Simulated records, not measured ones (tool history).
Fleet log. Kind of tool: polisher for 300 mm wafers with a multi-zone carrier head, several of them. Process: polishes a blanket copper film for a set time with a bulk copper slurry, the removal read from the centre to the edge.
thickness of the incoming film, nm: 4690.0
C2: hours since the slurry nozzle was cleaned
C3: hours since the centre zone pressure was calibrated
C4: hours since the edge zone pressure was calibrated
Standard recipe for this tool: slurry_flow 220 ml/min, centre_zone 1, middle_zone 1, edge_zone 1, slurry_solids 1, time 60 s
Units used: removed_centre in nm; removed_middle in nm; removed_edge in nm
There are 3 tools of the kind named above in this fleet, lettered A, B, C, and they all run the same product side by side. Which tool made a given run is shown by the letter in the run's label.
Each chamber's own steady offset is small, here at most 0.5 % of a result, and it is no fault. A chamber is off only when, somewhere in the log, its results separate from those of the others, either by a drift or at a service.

-- day=0.058 chamber C: edge zone pressure recalibrated
run 1C day=0.317 | slurry_flow=220 centre_zone=1 middle_zone=1 edge_zone=1 slurry_solids=1 time=60 | wafers_polished_on_this_pad=778 C2=280.4 C3=397.9 C4=6.2 | removed_centre=642.03 removed_middle=634.79 removed_edge=639.67
-- day=0.571 chamber A: edge zone pressure recalibrated
run 2B day=0.683 | slurry_flow=220 centre_zone=1 middle_zone=1 edge_zone=1 slurry_solids=1 time=60 | wafers_polished_on_this_pad=518 C2=559.3 C3=102.7 C4=344.8 | removed_centre=633.63 removed_middle=638.93 removed_edge=644.06
run 3A day=1.371 | slurry_flow=220 centre_zone=1 middle_zone=1 edge_zone=1 slurry_solids=1 time=60 | wafers_polished_on_this_pad=398 C2=725.9 C3=395.8 C4=19.2 | removed_centre=635.15 removed_middle=635.36 removed_edge=647.39
run 4B day=2.017 | slurry_flow=220 centre_zone=1 middle_zone=1 edge_zone=1 slurry_solids=1 time=60 | wafers_polished_on_this_pad=758 C2=591.3 C3=134.7 C4=376.8 | removed_centre=644.74 removed_middle=634.61 removed_edge=658.31
run 5A day=2.362 | slurry_flow=220 centre_zone=1 middle_zone=1 edge_zone=1 slurry_solids=1 time=60 | wafers_polished_on_this_pad=576 C2=749.7 C3=419.6 C4=43 | removed_centre=634.64 removed_middle=640.76 removed_edge=643.68
-- day=2.767 chamber C: centre zone pressure recalibrated
-- day=2.975 chamber C: worn pad replaced by a new one
-- day=3.038 chamber B: slurry nozzle cleaned
run 6C day=3.042 | slurry_flow=220 centre_zone=1 middle_zone=1 edge_zone=1 slurry_solids=1 time=60 | wafers_polished_on_this_pad=11 C2=345.8 C3=6.6 C4=71.6 | removed_centre=644.59 removed_middle=628.02 removed_edge=630.57
run 7A day=3.388 | slurry_flow=220 centre_zone=1 middle_zone=1 edge_zone=1 slurry_solids=1 time=60 | wafers_polished_on_this_pad=760 C2=774.3 C3=444.2 C4=67.6 | removed_centre=652.31 removed_middle=647.2 removed_edge=626.02
run 8C day=3.867 | slurry_flow=220 centre_zone=0.94 middle_zone=1 edge_zone=1 slurry_solids=1 time=60 | wafers_polished_on_this_pad=159 C2=365.6 C3=26.4 C4=91.4 | removed_centre=608.78 removed_middle=628.28 removed_edge=649.43
-- day=4.338 chamber A: worn pad replaced by a new one
-- day=4.392 chamber B: worn pad replaced by a new one
run 9B day=4.4 | slurry_flow=220 centre_zone=0.94 middle_zone=1 edge_zone=1 slurry_solids=1 time=60 | wafers_polished_on_this_pad=2 C2=32.8 C3=191.9 C4=434 | removed_centre=593.44 removed_middle=641.03 removed_edge=641.38
run 10B day=4.983 | slurry_flow=220 centre_zone=0.94 middle_zone=1 edge_zone=1 slurry_solids=1 time=60 | wafers_polished_on_this_pad=106 C2=46.8 C3=205.9 C4=448 | removed_centre=596.4 removed_middle=642.82 removed_edge=640.46
run 11C day=5.333 | slurry_flow=220 centre_zone=1 middle_zone=1 edge_zone=1 slurry_solids=1 time=60 | wafers_polished_on_this_pad=423 C2=400.8 C3=61.6 C4=126.6 | removed_centre=622.98 removed_middle=636.08 removed_edge=632.35
run 12A day=5.958 | slurry_flow=220 centre_zone=1 middle_zone=1 edge_zone=1 slurry_solids=1 time=60 | wafers_polished_on_this_pad=290 C2=836 C3=505.9 C4=129.3 | removed_centre=636.36 removed_middle=645.09 removed_edge=640.17
run 13A day=6.438 | slurry_flow=220 centre_zone=1 middle_zone=1 edge_zone=1 slurry_solids=1 time=60 | wafers_polished_on_this_pad=376 C2=847.5 C3=517.4 C4=140.8 | removed_centre=633.24 removed_middle=627.69 removed_edge=644.62
run 14C day=6.758 | slurry_flow=220 centre_zone=1 middle_zone=1 edge_zone=1 slurry_solids=1 time=60 | wafers_polished_on_this_pad=678 C2=435 C3=95.8 C4=160.8 | removed_centre=632.69 removed_middle=636.05 removed_edge=623.65
run 15B day=7.271 | slurry_flow=220 centre_zone=1 middle_zone=1 edge_zone=1 slurry_solids=1 time=60 | wafers_polished_on_this_pad=516 C2=101.7 C3=260.8 C4=502.9 | removed_centre=643.38 removed_middle=655.12 removed_edge=636.38
-- day=7.325 chamber A: slurry nozzle cleaned
run 16B day=7.604 | slurry_flow=220 centre_zone=1 middle_zone=1 edge_zone=1 slurry_solids=1 time=60 | wafers_polished_on_this_pad=576 C2=109.7 C3=268.8 C4=510.9 | removed_centre=646.05 removed_middle=640.34 removed_edge=629.27
run 17A day=8.121 | slurry_flow=220 centre_zone=1 middle_zone=1 edge_zone=1 slurry_solids=1 time=60 | wafers_polished_on_this_pad=678 C2=19.1 C3=557.8 C4=181.2 | removed_centre=637.43 removed_middle=644.81 removed_edge=651.58
run 18C day=8.488 | slurry_flow=220 centre_zone=1 middle_zone=1 edge_zone=1 slurry_solids=1 time=60 | wafers_polished_on_this_pad=988 C2=476.5 C3=137.3 C4=202.3 | removed_centre=621.1 removed_middle=624.48 removed_edge=629.27
run 19A day=8.929 | slurry_flow=220 centre_zone=1 middle_zone=1 edge_zone=1 slurry_solids=1 time=60 | wafers_polished_on_this_pad=823 C2=38.5 C3=577.2 C4=200.6 | removed_centre=645.18 removed_middle=641.83 removed_edge=644.56
run 20C day=9.225 | slurry_flow=220 centre_zone=1 middle_zone=1 edge_zone=1 slurry_solids=1 time=60 | wafers_polished_on_this_pad=1121 C2=494.2 C3=155 C4=220 | removed_centre=622.33 removed_middle=626.45 removed_edge=620.55
-- day=9.238 chamber A: worn pad replaced by a new one
-- day=9.421 chamber C: worn pad replaced by a new one
run 21B day=9.875 | slurry_flow=220 centre_zone=1 middle_zone=1 edge_zone=1 slurry_solids=1 time=60 | wafers_polished_on_this_pad=984 C2=164.2 C3=323.3 C4=565.4 | removed_centre=637.67 removed_middle=637.45 removed_edge=653.81
run 22A day=10.408 | slurry_flow=220 centre_zone=1 middle_zone=1 edge_zone=1 slurry_solids=1 time=60 | wafers_polished_on_this_pad=210 C2=74 C3=612.7 C4=236.1 | removed_centre=629.89 removed_middle=634.46 removed_edge=621.27
run 23B day=10.908 | slurry_flow=220 centre_zone=1 middle_zone=1 edge_zone=1 slurry_solids=1 time=60 | wafers_polished_on_this_pad=1169 C2=189 C3=348.1 C4=590.2 | removed_centre=643.89 removed_middle=655.7 removed_edge=653.41
run 24C day=11.321 | slurry_flow=220 centre_zone=1 middle_zone=1 edge_zone=1 slurry_solids=1 time=60 | wafers_polished_on_this_pad=340 C2=544.5 C3=205.3 C4=270.3 | removed_centre=615.29 removed_middle=618.75 removed_edge=605.1
-- day=11.508 chamber B: worn pad replaced by a new one
run 25B day=11.988 | slurry_flow=220 centre_zone=1 middle_zone=1 edge_zone=1 slurry_solids=1 time=60 | wafers_polished_on_this_pad=86 C2=214.9 C3=374 C4=616.1 | removed_centre=630.73 removed_middle=643.03 removed_edge=639.94
run 26A day=12.292 | slurry_flow=220 centre_zone=1 middle_zone=1 edge_zone=1 slurry_solids=1 time=60 | wafers_polished_on_this_pad=547 C2=119.2 C3=657.9 C4=281.3 | removed_centre=646.93 removed_middle=627.58 removed_edge=645.41
-- day=12.808 chamber B: centre zone pressure recalibrated
run 27C day=12.904 | slurry_flow=220 centre_zone=1 middle_zone=1 edge_zone=1 slurry_solids=1 time=60 | wafers_polished_on_this_pad=624 C2=582.5 C3=243.3 C4=308.3 | removed_centre=599.52 removed_middle=618.51 removed_edge=618.54
run 28C day=13.217 | slurry_flow=220 centre_zone=1 middle_zone=1 edge_zone=1 slurry_solids=1 time=60 | wafers_polished_on_this_pad=681 C2=590 C3=250.8 C4=315.8 | removed_centre=613.34 removed_middle=611.9 removed_edge=612.39
run 29B day=13.808 | slurry_flow=220 centre_zone=1.08 middle_zone=1 edge_zone=1 slurry_solids=1 time=60 | wafers_polished_on_this_pad=413 C2=258.6 C3=24.1 C4=659.8 | removed_centre=702.97 removed_middle=639.61 removed_edge=633.59
-- day=14.062 chamber A: worn pad replaced by a new one
run 30A day=14.204 | slurry_flow=220 centre_zone=1.08 middle_zone=1 edge_zone=1 slurry_solids=1 time=60 | wafers_polished_on_this_pad=25 C2=165.1 C3=703.8 C4=327.2 | removed_centre=708.28 removed_middle=640.26 removed_edge=635.28
run 31A day=14.546 | slurry_flow=220 centre_zone=1.08 middle_zone=1 edge_zone=1 slurry_solids=1 time=60 | wafers_polished_on_this_pad=86 C2=173.3 C3=712 C4=335.4 | removed_centre=692.76 removed_middle=640.21 removed_edge=639.24
run 32C day=14.971 | slurry_flow=220 centre_zone=1 middle_zone=1 edge_zone=1 slurry_solids=1 time=60 | wafers_polished_on_this_pad=995 C2=632.1 C3=292.9 C4=357.9 | removed_centre=601.77 removed_middle=619.53 removed_edge=617.85
run 33B day=15.65 | slurry_flow=220 centre_zone=1 middle_zone=1 edge_zone=1 slurry_solids=1.3 time=60 | wafers_polished_on_this_pad=743 C2=302.8 C3=68.3 C4=704 | removed_centre=672.65 removed_middle=680.96 removed_edge=672.92
run 34A day=16.117 | slurry_flow=220 centre_zone=1 middle_zone=1 edge_zone=1 slurry_solids=1.3 time=60 | wafers_polished_on_this_pad=368 C2=211 C3=749.7 C4=373.1 | removed_centre=670.31 removed_middle=665.4 removed_edge=675.2
run 35C day=16.442 | slurry_flow=220 centre_zone=1 middle_zone=1 edge_zone=1 slurry_solids=1.3 time=60 | wafers_polished_on_this_pad=1259 C2=667.4 C3=328.2 C4=393.2 | removed_centre=629.82 removed_middle=647.49 removed_edge=643.43
-- day=16.508 chamber C: worn pad replaced by a new one
run 36B day=16.754 | slurry_flow=220 centre_zone=1 middle_zone=1 edge_zone=1 slurry_solids=1 time=60 | wafers_polished_on_this_pad=941 C2=329.3 C3=94.8 C4=730.5 | removed_centre=642.52 removed_middle=636.88 removed_edge=642.21
run 37C day=17.304 | slurry_flow=220 centre_zone=1 middle_zone=1 edge_zone=1 slurry_solids=1 time=60 | wafers_polished_on_this_pad=143 C2=688.1 C3=348.9 C4=413.9 | removed_centre=581.25 removed_middle=583.01 removed_edge=601.12
run 38A day=17.788 | slurry_flow=220 centre_zone=1 middle_zone=1 edge_zone=1.09 slurry_solids=1 time=60 | wafers_polished_on_this_pad=668 C2=251.1 C3=789.8 C4=413.2 | removed_centre=628.68 removed_middle=650.89 removed_edge=675.45

Each of the 3 chambers runs these same settings next. Fill in every chamber's results:
run 39A day=18.283 | slurry_flow=220 centre_zone=1 middle_zone=1 edge_zone=1 slurry_solids=1 time=60 | removed_centre=? removed_middle=? removed_edge=?
run 39B day=18.283 | slurry_flow=220 centre_zone=1 middle_zone=1 edge_zone=1 slurry_solids=1 time=60 | removed_centre=? removed_middle=? removed_edge=?
run 39C day=18.283 | slurry_flow=220 centre_zone=1 middle_zone=1 edge_zone=1 slurry_solids=1 time=60 | removed_centre=? removed_middle=? removed_edge=?

run=39A removed_centre=636.49 removed_middle=638.18 removed_edge=647.66
run=39B removed_centre=650.55 removed_middle=635.74 removed_edge=637.23
run=39C removed_centre=577.25 removed_middle=576.65 removed_edge=597.27

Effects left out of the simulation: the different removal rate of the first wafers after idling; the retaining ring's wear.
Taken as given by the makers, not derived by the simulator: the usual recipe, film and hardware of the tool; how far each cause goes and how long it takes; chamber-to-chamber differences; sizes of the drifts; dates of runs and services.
